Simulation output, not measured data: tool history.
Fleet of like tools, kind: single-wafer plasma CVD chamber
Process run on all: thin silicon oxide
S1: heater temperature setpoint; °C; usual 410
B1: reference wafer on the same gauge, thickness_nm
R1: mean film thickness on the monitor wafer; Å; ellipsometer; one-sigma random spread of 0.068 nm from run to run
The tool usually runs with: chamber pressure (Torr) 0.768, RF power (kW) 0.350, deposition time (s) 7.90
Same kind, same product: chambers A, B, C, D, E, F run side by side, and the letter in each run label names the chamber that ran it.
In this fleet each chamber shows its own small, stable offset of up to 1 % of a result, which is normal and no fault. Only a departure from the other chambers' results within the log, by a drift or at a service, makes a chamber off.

{"run": "1B", "hour": 6.8, "S1": 410, "chamber pressure (Torr)": 0.768, "RF power (kW)": 0.35, "deposition time (s)": 7.9, "B1": 15.217, "R1": 146.94}
{"run": "2F", "hour": 12.1, "S1": 410, "chamber pressure (Torr)": 0.768, "RF power (kW)": 0.35, "deposition time (s)": 7.9, "B1": 15.202, "R1": 145.95}
{"run": "3D", "hour": 20.1, "S1": 410, "chamber pressure (Torr)": 0.768, "RF power (kW)": 0.35, "deposition time (s)": 7.9, "B1": 15.211, "R1": 147.98}
{"run": "4E", "hour": 26.5, "S1": 410, "chamber pressure (Torr)": 0.768, "RF power (kW)": 0.35, "deposition time (s)": 7.9, "B1": 15.207, "R1": 145.98}
{"run": "5C", "hour": 37.2, "S1": 410, "chamber pressure (Torr)": 0.768, "RF power (kW)": 0.35, "deposition time (s)": 7.9, "B1": 15.197, "R1": 147.88}
{"run": "6A", "hour": 43.8, "S1": 410, "chamber pressure (Torr)": 0.768, "RF power (kW)": 0.35, "deposition time (s)": 7.9, "B1": 15.19, "R1": 147.01}
{"run": "7D", "hour": 50.6, "S1": 410, "chamber pressure (Torr)": 0.768, "RF power (kW)": 0.35, "deposition time (s)": 7.9, "B1": 15.2, "R1": 147.55}
{"hour": 54.5, "done": "chamber B: RF generator calibrated"}
{"run": "8E", "hour": 59.9, "S1": 410, "chamber pressure (Torr)": 0.768, "RF power (kW)": 0.35, "deposition time (s)": 7.9, "B1": 15.208, "R1": 145.23}
{"run": "9C", "hour": 67.1, "S1": 410, "chamber pressure (Torr)": 0.768, "RF power (kW)": 0.35, "deposition time (s)": 7.9, "B1": 15.207, "R1": 148.52}
{"run": "10A", "hour": 72.1, "S1": 410, "chamber pressure (Torr)": 0.768, "RF power (kW)": 0.35, "deposition time (s)": 7.9, "B1": 15.188, "R1": 147.0}
{"run": "11B", "hour": 83.0, "S1": 410, "chamber pressure (Torr)": 0.768, "RF power (kW)": 0.35, "deposition time (s)": 7.9, "B1": 15.206, "R1": 146.27}
{"run": "12F", "hour": 92.7, "S1": 410, "chamber pressure (Torr)": 0.768, "RF power (kW)": 0.35, "deposition time (s)": 7.9, "B1": 15.201, "R1": 145.99}
{"run": "13E", "hour": 98.5, "S1": 410, "chamber pressure (Torr)": 0.768, "RF power (kW)": 0.35, "deposition time (s)": 7.9, "B1": 15.194, "R1": 144.73}
{"run": "14D", "hour": 106.8, "S1": 410, "chamber pressure (Torr)": 0.768, "RF power (kW)": 0.35, "deposition time (s)": 7.9, "B1": 15.194, "R1": 146.75}
{"run": "15C", "hour": 117.5, "S1": 410, "chamber pressure (Torr)": 0.768, "RF power (kW)": 0.35, "deposition time (s)": 7.9, "B1": 15.201, "R1": 147.73}
{"run": "16A", "hour": 127.1, "S1": 417, "chamber pressure (Torr)": 0.955, "RF power (kW)": 0.35, "deposition time (s)": 7.9, "B1": 15.214, "R1": 176.5}
{"run": "17B", "hour": 133.9, "S1": 417, "chamber pressure (Torr)": 0.955, "RF power (kW)": 0.35, "deposition time (s)": 7.9, "B1": 15.196, "R1": 177.4}
{"run": "18F", "hour": 141.8, "S1": 417, "chamber pressure (Torr)": 0.955, "RF power (kW)": 0.35, "deposition time (s)": 7.9, "B1": 15.194, "R1": 176.31}
{"run": "19D", "hour": 151.0, "S1": 417, "chamber pressure (Torr)": 0.955, "RF power (kW)": 0.35, "deposition time (s)": 7.9, "B1": 15.197, "R1": 177.83}
{"run": "20E", "hour": 157.5, "S1": 417, "chamber pressure (Torr)": 0.955, "RF power (kW)": 0.35, "deposition time (s)": 7.9, "B1": 15.211, "R1": 175.45}
{"run": "21C", "hour": 165.1, "S1": 417, "chamber pressure (Torr)": 0.955, "RF power (kW)": 0.35, "deposition time (s)": 7.9, "B1": 15.198, "R1": 179.33}
{"run": "22F", "hour": 174.7, "S1": 410, "chamber pressure (Torr)": 0.768, "RF power (kW)": 0.35, "deposition time (s)": 7.9, "B1": 15.2, "R1": 146.12}
{"run": "23A", "hour": 182.9, "S1": 410, "chamber pressure (Torr)": 0.768, "RF power (kW)": 0.35, "deposition time (s)": 7.9, "B1": 15.209, "R1": 147.54}
{"run": "24B", "hour": 190.7, "S1": 410, "chamber pressure (Torr)": 0.768, "RF power (kW)": 0.415, "deposition time (s)": 7.12, "B1": 15.203, "R1": 140.66}
{"run": "25F", "hour": 195.5, "S1": 410, "chamber pressure (Torr)": 0.768, "RF power (kW)": 0.415, "deposition time (s)": 7.12, "B1": 15.203, "R1": 139.48}
{"run": "26D", "hour": 206.1, "S1": 410, "chamber pressure (Torr)": 0.768, "RF power (kW)": 0.415, "deposition time (s)": 7.12, "B1": 15.186, "R1": 145.21}
{"hour": 207.4, "done": "chamber F: RF generator calibrated"}
{"run": "27E", "hour": 212.8, "S1": 410, "chamber pressure (Torr)": 0.768, "RF power (kW)": 0.415, "deposition time (s)": 7.12, "B1": 15.195, "R1": 139.88}
{"run": "28C", "hour": 220.5, "S1": 410, "chamber pressure (Torr)": 0.768, "RF power (kW)": 0.415, "deposition time (s)": 7.12, "B1": 15.194, "R1": 140.69}
{"run": "29A", "hour": 229.6, "S1": 410, "chamber pressure (Torr)": 0.768, "RF power (kW)": 0.415, "deposition time (s)": 7.12, "B1": 15.193, "R1": 141.53}
{"run": "30B", "hour": 239.9, "S1": 410, "chamber pressure (Torr)": 0.768, "RF power (kW)": 0.35, "deposition time (s)": 7.9, "B1": 15.223, "R1": 146.11}
{"run": "31B", "hour": 249.9, "S1": 410, "chamber pressure (Torr)": 0.768, "RF power (kW)": 0.35, "deposition time (s)": 7.9, "B1": 15.173, "R1": 145.49}
{"run": "32C", "hour": 255.0, "S1": 410, "chamber pressure (Torr)": 0.768, "RF power (kW)": 0.35, "deposition time (s)": 7.9, "B1": 15.207, "R1": 148.05}
{"run": "33E", "hour": 264.3, "S1": 410, "chamber pressure (Torr)": 0.768, "RF power (kW)": 0.35, "deposition time (s)": 7.9, "B1": 15.208, "R1": 146.39}
{"run": "34D", "hour": 273.7, "S1": 410, "chamber pressure (Torr)": 0.768, "RF power (kW)": 0.35, "deposition time (s)": 7.9, "B1": 15.2, "R1": 154.53}
{"run": "35F", "hour": 283.3, "S1": 410, "chamber pressure (Torr)": 0.768, "RF power (kW)": 0.35, "deposition time (s)": 7.9, "B1": 15.218, "R1": 146.37}
{"run": "36A", "hour": 293.6, "S1": 398, "chamber pressure (Torr)": 0.768, "RF power (kW)": 0.35, "deposition time (s)": 7.9, "B1": 15.194, "R1": 147.19}
{"run": "37B", "hour": 302.4, "S1": 398, "chamber pressure (Torr)": 0.768, "RF power (kW)": 0.35, "deposition time (s)": 7.9, "B1": 15.201, "R1": 147.06}
{"run": "38E", "hour": 307.6, "S1": 398, "chamber pressure (Torr)": 0.768, "RF power (kW)": 0.35, "deposition time (s)": 7.9, "B1": 15.197, "R1": 147.17}
{"run": "39F", "hour": 317.1, "S1": 398, "chamber pressure (Torr)": 0.768, "RF power (kW)": 0.35, "deposition time (s)": 7.9, "B1": 15.191, "R1": 147.74}

Does one chamber stand apart from the rest, does the shared gauge drift, or is all well apart from small per-chamber offsets? Give the chamber and the most likely cause, where there is one.

One chamber, D, drifts off from the rest bit by bit.
Most likely cause: true pressure above the setpoint (%) = 6.5.

Chamber D could run next with any of the 4 candidate recipes listed below; each alters the usual settings, and their results appear as question marks. Which one brings its results back in line with what the other chambers deliver on the usual settings?
To be in line, a result may differ from the other chambers' mean on the usual settings by at most: R1 2.40 Å
{"run": "40D-1", "hour": 325.0, "S1": 410, "chamber pressure (Torr)": 0.768, "RF power (kW)": 0.36, "deposition time (s)": 8.34, "R1": "?"}
{"run": "40D-2", "hour": 325.0, "S1": 410, "chamber pressure (Torr)": 0.768, "RF power (kW)": 0.34, "deposition time (s)": 7.19, "R1": "?"}
{"run": "40D-3", "hour": 325.0, "S1": 410, "chamber pressure (Torr)": 0.768, "RF power (kW)": 0.36, "deposition time (s)": 8.61, "R1": "?"}
{"run": "40D-4", "hour": 325.0, "S1": 410, "chamber pressure (Torr)": 0.72, "RF power (kW)": 0.345, "deposition time (s)": 7.9, "R1": "?"}

Usual-settings mean across the other chambers: R1 146.68 Å
run=40D-1 R1=166.96
run=40D-2 R1=140.84
run=40D-3 R1=172.35
run=40D-4 R1=146.18
With 40D-4, the chamber falls back in line with the rest.

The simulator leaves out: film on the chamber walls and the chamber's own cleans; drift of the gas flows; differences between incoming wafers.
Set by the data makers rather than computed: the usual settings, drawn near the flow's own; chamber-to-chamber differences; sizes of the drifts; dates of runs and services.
